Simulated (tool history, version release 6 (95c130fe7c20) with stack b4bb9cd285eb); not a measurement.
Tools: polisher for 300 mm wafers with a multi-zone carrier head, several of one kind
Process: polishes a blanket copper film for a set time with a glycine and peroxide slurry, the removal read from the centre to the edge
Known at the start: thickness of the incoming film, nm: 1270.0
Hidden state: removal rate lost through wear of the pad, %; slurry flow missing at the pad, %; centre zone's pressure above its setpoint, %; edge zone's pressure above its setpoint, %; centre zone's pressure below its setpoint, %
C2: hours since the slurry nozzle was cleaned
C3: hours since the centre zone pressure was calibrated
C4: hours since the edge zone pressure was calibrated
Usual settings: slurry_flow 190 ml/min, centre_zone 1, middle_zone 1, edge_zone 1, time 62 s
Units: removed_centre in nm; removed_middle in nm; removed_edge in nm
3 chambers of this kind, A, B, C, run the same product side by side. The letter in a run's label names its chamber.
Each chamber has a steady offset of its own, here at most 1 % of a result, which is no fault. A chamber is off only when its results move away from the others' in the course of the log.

{"run": "1C", "hour": 5.1, "slurry_flow": 190, "centre_zone": 1, "middle_zone": 1, "edge_zone": 1, "time": 62, "wafers polished on this pad": 411, "C2": 84.6, "C3": 182.5, "C4": 514.4, "removed_centre": 497.78, "removed_middle": 498.54, "removed_edge": 513.68}
{"run": "2A", "hour": 8.7, "slurry_flow": 190, "centre_zone": 1, "middle_zone": 1, "edge_zone": 1, "time": 62, "wafers polished on this pad": 1056, "C2": 65.7, "C3": 275, "C4": 368.9, "removed_centre": 493.29, "removed_middle": 497.42, "removed_edge": 505.73}
{"run": "3B", "hour": 14.0, "slurry_flow": 190, "centre_zone": 1, "middle_zone": 1, "edge_zone": 1, "time": 62, "wafers polished on this pad": 394, "C2": 183.8, "C3": 256.4, "C4": 239.1, "removed_centre": 499.54, "removed_middle": 505.59, "removed_edge": 506.18}
{"hour": 18.0, "done": "chamber C: worn pad replaced by a new one"}
{"run": "4A", "hour": 18.4, "slurry_flow": 190, "centre_zone": 1, "middle_zone": 1, "edge_zone": 1, "time": 62, "wafers polished on this pad": 1180, "C2": 75.4, "C3": 284.7, "C4": 378.6, "removed_centre": 494.65, "removed_middle": 500.09, "removed_edge": 497.81}
{"hour": 20.8, "done": "chamber A: worn pad replaced by a new one"}
{"run": "5C", "hour": 22.7, "slurry_flow": 190, "centre_zone": 1, "middle_zone": 1, "edge_zone": 1, "time": 62, "wafers polished on this pad": 60, "C2": 102.2, "C3": 200.1, "C4": 532, "removed_centre": 501.54, "removed_middle": 507.06, "removed_edge": 509.93}
{"run": "6B", "hour": 28.9, "slurry_flow": 190, "centre_zone": 1, "middle_zone": 1, "edge_zone": 1, "time": 62, "wafers polished on this pad": 584, "C2": 198.7, "C3": 271.3, "C4": 254, "removed_centre": 493.87, "removed_middle": 506.51, "removed_edge": 494.45}
{"run": "7A", "hour": 35.5, "slurry_flow": 190, "centre_zone": 1, "middle_zone": 1, "edge_zone": 1.09, "time": 75, "wafers polished on this pad": 188, "C2": 92.5, "C3": 301.8, "C4": 395.7, "removed_centre": 596.26, "removed_middle": 604.03, "removed_edge": 641.73}
{"run": "8B", "hour": 39.5, "slurry_flow": 190, "centre_zone": 1, "middle_zone": 1, "edge_zone": 1.09, "time": 75, "wafers polished on this pad": 720, "C2": 209.3, "C3": 281.9, "C4": 264.6, "removed_centre": 599.2, "removed_middle": 606.02, "removed_edge": 628.7}
{"run": "9C", "hour": 42.8, "slurry_flow": 190, "centre_zone": 1, "middle_zone": 1, "edge_zone": 1.09, "time": 75, "wafers polished on this pad": 317, "C2": 122.3, "C3": 220.2, "C4": 552.1, "removed_centre": 610.14, "removed_middle": 618.96, "removed_edge": 634.07}
{"run": "10B", "hour": 50.0, "slurry_flow": 190, "centre_zone": 1, "middle_zone": 1, "edge_zone": 1, "time": 62, "wafers polished on this pad": 854, "C2": 219.8, "C3": 292.4, "C4": 275.1, "removed_centre": 497.14, "removed_middle": 499.44, "removed_edge": 487.51}
{"run": "11C", "hour": 55.0, "slurry_flow": 190, "centre_zone": 1.06, "middle_zone": 1, "edge_zone": 0.94, "time": 62, "wafers polished on this pad": 473, "C2": 134.5, "C3": 232.4, "C4": 564.3, "removed_centre": 532.55, "removed_middle": 502.21, "removed_edge": 490.1}
{"run": "12A", "hour": 58.2, "slurry_flow": 190, "centre_zone": 1.06, "middle_zone": 1, "edge_zone": 0.94, "time": 62, "wafers polished on this pad": 478, "C2": 115.2, "C3": 324.5, "C4": 418.4, "removed_centre": 534.64, "removed_middle": 497.41, "removed_edge": 474.64}
{"hour": 61.3, "done": "chamber C: worn pad replaced by a new one"}
{"run": "13C", "hour": 63.1, "slurry_flow": 190, "centre_zone": 1.06, "middle_zone": 1, "edge_zone": 0.94, "time": 62, "wafers polished on this pad": 23, "C2": 142.6, "C3": 240.5, "C4": 572.4, "removed_centre": 531.24, "removed_middle": 502.13, "removed_edge": 477.28}
{"hour": 64.7, "done": "chamber A: edge zone pressure recalibrated"}
{"run": "14A", "hour": 67.9, "slurry_flow": 190, "centre_zone": 1, "middle_zone": 1, "edge_zone": 1, "time": 62, "wafers polished on this pad": 603, "C2": 124.9, "C3": 334.2, "C4": 3.2, "removed_centre": 485.25, "removed_middle": 494.12, "removed_edge": 494.51}
{"run": "15B", "hour": 73.5, "slurry_flow": 190, "centre_zone": 1, "middle_zone": 1, "edge_zone": 1, "time": 62, "wafers polished on this pad": 1155, "C2": 243.3, "C3": 315.9, "C4": 298.6, "removed_centre": 492.91, "removed_middle": 491.72, "removed_edge": 493.62}
{"run": "16A", "hour": 76.7, "slurry_flow": 190, "centre_zone": 1, "middle_zone": 1, "edge_zone": 1, "time": 62, "wafers polished on this pad": 715, "C2": 133.7, "C3": 343, "C4": 12, "removed_centre": 495.47, "removed_middle": 493.85, "removed_edge": 498.82}
{"run": "17C", "hour": 80.6, "slurry_flow": 190, "centre_zone": 1, "middle_zone": 1, "edge_zone": 1, "time": 62, "wafers polished on this pad": 247, "C2": 160.1, "C3": 258, "C4": 589.9, "removed_centre": 502.79, "removed_middle": 500.83, "removed_edge": 492.37}
{"run": "18B", "hour": 85.0, "slurry_flow": 190, "centre_zone": 1, "middle_zone": 1, "edge_zone": 1, "time": 62, "wafers polished on this pad": 1302, "C2": 254.8, "C3": 327.4, "C4": 310.1, "removed_centre": 491.06, "removed_middle": 488.24, "removed_edge": 481.78}
{"run": "19B", "hour": 89.4, "slurry_flow": 190, "centre_zone": 0.96, "middle_zone": 1, "edge_zone": 1.04, "time": 62, "wafers polished on this pad": 1358, "C2": 259.2, "C3": 331.8, "C4": 314.5, "removed_centre": 463.42, "removed_middle": 486.4, "removed_edge": 500.03}
{"run": "20C", "hour": 96.7, "slurry_flow": 190, "centre_zone": 0.96, "middle_zone": 1, "edge_zone": 1.04, "time": 62, "wafers polished on this pad": 453, "C2": 176.2, "C3": 274.1, "C4": 606, "removed_centre": 479.56, "removed_middle": 503.27, "removed_edge": 523.99}
{"run": "21A", "hour": 100.7, "slurry_flow": 190, "centre_zone": 0.96, "middle_zone": 1, "edge_zone": 1.04, "time": 62, "wafers polished on this pad": 1022, "C2": 157.7, "C3": 367, "C4": 36, "removed_centre": 463.2, "removed_middle": 502.22, "removed_edge": 502.02}
{"hour": 103.4, "done": "chamber A: worn pad replaced by a new one"}
{"hour": 104.3, "done": "chamber C: worn pad replaced by a new one"}
{"run": "22B", "hour": 106.1, "slurry_flow": 190, "centre_zone": 1, "middle_zone": 1, "edge_zone": 1, "time": 62, "wafers polished on this pad": 1572, "C2": 275.9, "C3": 348.5, "C4": 331.2, "removed_centre": 484.96, "removed_middle": 482.24, "removed_edge": 481.34}
{"run": "23C", "hour": 111.7, "slurry_flow": 190, "centre_zone": 1, "middle_zone": 1, "edge_zone": 1, "time": 62, "wafers polished on this pad": 95, "C2": 191.2, "C3": 289.1, "C4": 621, "removed_centre": 493.6, "removed_middle": 503.98, "removed_edge": 508.33}
{"run": "24A", "hour": 117.4, "slurry_flow": 190, "centre_zone": 1, "middle_zone": 1, "edge_zone": 1, "time": 62, "wafers polished on this pad": 179, "C2": 174.4, "C3": 383.7, "C4": 52.7, "removed_centre": 506.63, "removed_middle": 501.14, "removed_edge": 491}
{"run": "25A", "hour": 124.0, "slurry_flow": 190, "centre_zone": 1, "middle_zone": 1, "edge_zone": 1, "time": 62, "wafers polished on this pad": 263, "C2": 181, "C3": 390.3, "C4": 59.3, "removed_centre": 501.81, "removed_middle": 493.04, "removed_edge": 490.47}
{"hour": 124.8, "done": "chamber A: slurry nozzle cleaned"}
{"run": "26B", "hour": 130.8, "slurry_flow": 190, "centre_zone": 1, "middle_zone": 1, "edge_zone": 1, "time": 62, "wafers polished on this pad": 1888, "C2": 300.6, "C3": 373.2, "C4": 355.9, "removed_centre": 481.79, "removed_middle": 472.12, "removed_edge": 477.74}
{"run": "27C", "hour": 134.0, "slurry_flow": 190, "centre_zone": 1, "middle_zone": 1, "edge_zone": 1, "time": 62, "wafers polished on this pad": 380, "C2": 213.5, "C3": 311.4, "C4": 643.3, "removed_centre": 500.72, "removed_middle": 495.2, "removed_edge": 504.2}
{"hour": 138.3, "done": "chamber C: edge zone pressure recalibrated"}
{"run": "28C", "hour": 140.6, "slurry_flow": 190, "centre_zone": 1, "middle_zone": 1, "edge_zone": 1, "time": 62, "wafers polished on this pad": 465, "C2": 220.1, "C3": 318, "C4": 2.4, "removed_centre": 496.84, "removed_middle": 495.68, "removed_edge": 506.96}
{"run": "29B", "hour": 147.6, "slurry_flow": 190, "centre_zone": 1, "middle_zone": 1, "edge_zone": 1, "time": 62, "wafers polished on this pad": 2103, "C2": 317.4, "C3": 390, "C4": 372.7, "removed_centre": 472.71, "removed_middle": 464.68, "removed_edge": 479.73}
{"run": "30A", "hour": 154.1, "slurry_flow": 190, "centre_zone": 1, "middle_zone": 1, "edge_zone": 1, "time": 62, "wafers polished on this pad": 648, "C2": 29.3, "C3": 420.4, "C4": 89.4, "removed_centre": 508.85, "removed_middle": 498.54, "removed_edge": 500.96}

All 3 chambers run these settings next. Forecast each chamber's results:
{"run": "31A", "hour": 159.4, "slurry_flow": 190, "centre_zone": 1, "middle_zone": 1, "edge_zone": 1, "time": 62, "removed_centre": "?", "removed_middle": "?", "removed_edge": "?"}
{"run": "31B", "hour": 159.4, "slurry_flow": 190, "centre_zone": 1, "middle_zone": 1, "edge_zone": 1, "time": 62, "removed_centre": "?", "removed_middle": "?", "removed_edge": "?"}
{"run": "31C", "hour": 159.4, "slurry_flow": 190, "centre_zone": 1, "middle_zone": 1, "edge_zone": 1, "time": 62, "removed_centre": "?", "removed_middle": "?", "removed_edge": "?"}

run=31A removed_centre=488.6 removed_middle=501.8 removed_edge=493.35
run=31B removed_centre=468.83 removed_middle=464.47 removed_edge=457
run=31C removed_centre=497.85 removed_middle=510.54 removed_edge=485.17
